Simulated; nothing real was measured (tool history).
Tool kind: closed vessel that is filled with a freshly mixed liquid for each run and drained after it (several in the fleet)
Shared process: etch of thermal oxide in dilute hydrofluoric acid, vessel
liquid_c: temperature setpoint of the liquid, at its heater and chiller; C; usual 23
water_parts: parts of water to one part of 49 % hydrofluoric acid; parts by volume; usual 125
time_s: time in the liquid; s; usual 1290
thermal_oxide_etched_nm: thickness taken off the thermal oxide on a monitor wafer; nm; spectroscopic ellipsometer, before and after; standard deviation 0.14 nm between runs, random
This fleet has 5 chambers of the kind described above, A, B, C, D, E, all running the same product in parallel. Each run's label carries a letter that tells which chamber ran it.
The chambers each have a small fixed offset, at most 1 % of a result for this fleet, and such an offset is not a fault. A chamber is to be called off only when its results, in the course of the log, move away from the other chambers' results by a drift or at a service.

| run | day | liquid_c | water_parts | time_s | read-back film thickness of the thermal oxide reference wafer, read on the same gauge (nm) | thermal_oxide_etched_nm |
|---|---|---|---|---|---|---|
| 1D | 0.267 | 23 | 125 | 1290 | 119.99 | 45.656 |
|  | 0.454 | chamber B: hydrofluoric acid flow meter replaced |
| 2B | 0.475 | 23 | 125 | 1290 | 120.02 | 45.423 |
| 3E | 0.712 | 23 | 125 | 1290 | 120.02 | 45.277 |
| 4C | 1.008 | 23 | 125 | 1290 | 119.99 | 45.282 |
| 5A | 1.167 | 23 | 125 | 1290 | 120 | 45.157 |
| 6D | 1.396 | 23 | 70 | 1620 | 120.03 | 108.29 |
| 7C | 1.708 | 23 | 70 | 1620 | 119.98 | 108 |
| 8B | 1.875 | 23 | 70 | 1620 | 120 | 107.24 |
| 9A | 2.083 | 23 | 70 | 1620 | 119.99 | 109.1 |
| 10E | 2.388 | 23 | 70 | 1620 | 120.01 | 109.95 |
| 11A | 2.567 | 23 | 125 | 1290 | 120 | 45.134 |
| 12E | 2.754 | 23 | 125 | 1290 | 119.97 | 45.354 |
| 13C | 3.004 | 23 | 125 | 1290 | 119.99 | 45.302 |
| 14D | 3.217 | 23 | 125 | 1290 | 119.99 | 46.212 |
| 15B | 3.429 | 23 | 175 | 1530 | 120.03 | 36.55 |
| 16D | 3.7 | 23 | 175 | 1530 | 120 | 37.064 |
| 17A | 4.012 | 23 | 175 | 1530 | 120.01 | 35.982 |
| 18E | 4.271 | 23 | 175 | 1530 | 119.99 | 35.929 |
| 19B | 4.417 | 23 | 175 | 1530 | 120.03 | 36.322 |
| 20C | 4.712 | 23 | 125 | 1290 | 120.01 | 45.108 |
| 21C | 4.938 | 23 | 125 | 1290 | 120 | 45.139 |
| 22E | 5.2 | 27.5 | 125 | 1290 | 119.99 | 53.892 |
| 23B | 5.446 | 27.5 | 125 | 1290 | 119.98 | 53.521 |
| 24A | 5.596 | 27.5 | 125 | 1290 | 119.99 | 53.707 |
| 25D | 5.758 | 27.5 | 125 | 1290 | 120.03 | 55.401 |
| 26B | 5.925 | 27.5 | 125 | 1290 | 120 | 53.679 |
| 27C | 6.217 | 23 | 125 | 1290 | 120.03 | 45.044 |
| 28E | 6.454 | 23 | 125 | 1290 | 119.97 | 45.278 |
| 29A | 6.75 | 23 | 70 | 885 | 120.02 | 59.426 |
| 30D | 6.942 | 23 | 70 | 885 | 119.97 | 61.202 |
| 31D | 7.221 | 23 | 70 | 885 | 119.98 | 61.468 |
| 32A | 7.408 | 23 | 70 | 885 | 119.98 | 59.675 |
|  | 7.608 | chamber C: hydrofluoric acid flow meter replaced |
| 33C | 7.717 | 23 | 70 | 885 | 120 | 58.697 |
| 34B | 7.979 | 23 | 125 | 1290 | 120.01 | 45.293 |

Has any chamber moved away from the others, gradually or after a service, or does the common gauge drift, or do the chambers differ only by their own small steady offsets? State the chamber and the most likely cause if one applies.

It is chamber D that slowly wanders off from its peers.
Cause: hydrofluoric acid flow above the setpoint (%) = 3.6.
From this log alone, it may not be told apart from: liquid hotter than its thermometer reads (K).

Below are 4 candidate recipes for chamber D's next run, each the usual settings with a change, their results shown as question marks. Which of them brings D's results back in line with what the other chambers give on the usual settings?
In line means no further than this from the other chambers' mean on the usual settings: thermal_oxide_etched_nm 0.49 nm
| 35D-1 | 8.208 | 23 | 130 | 1290 |  | ? |
| 35D-2 | 8.208 | 23 | 125 | 1310 |  | ? |
| 35D-3 | 8.208 | 23 | 125 | 1350 |  | ? |
| 35D-4 | 8.208 | 23 | 125 | 1270 |  | ? |

On the usual settings, the other chambers give on average: thermal_oxide_etched_nm 45.154 nm
| run | thermal_oxide_etched_nm |
|---|---|
| 35D-1 | 45.353 |
| 35D-2 | 48.156 |
| 35D-3 | 49.626 |
| 35D-4 | 46.686 |
Change 35D-1 lands the chamber within the allowed miss of the other chambers.
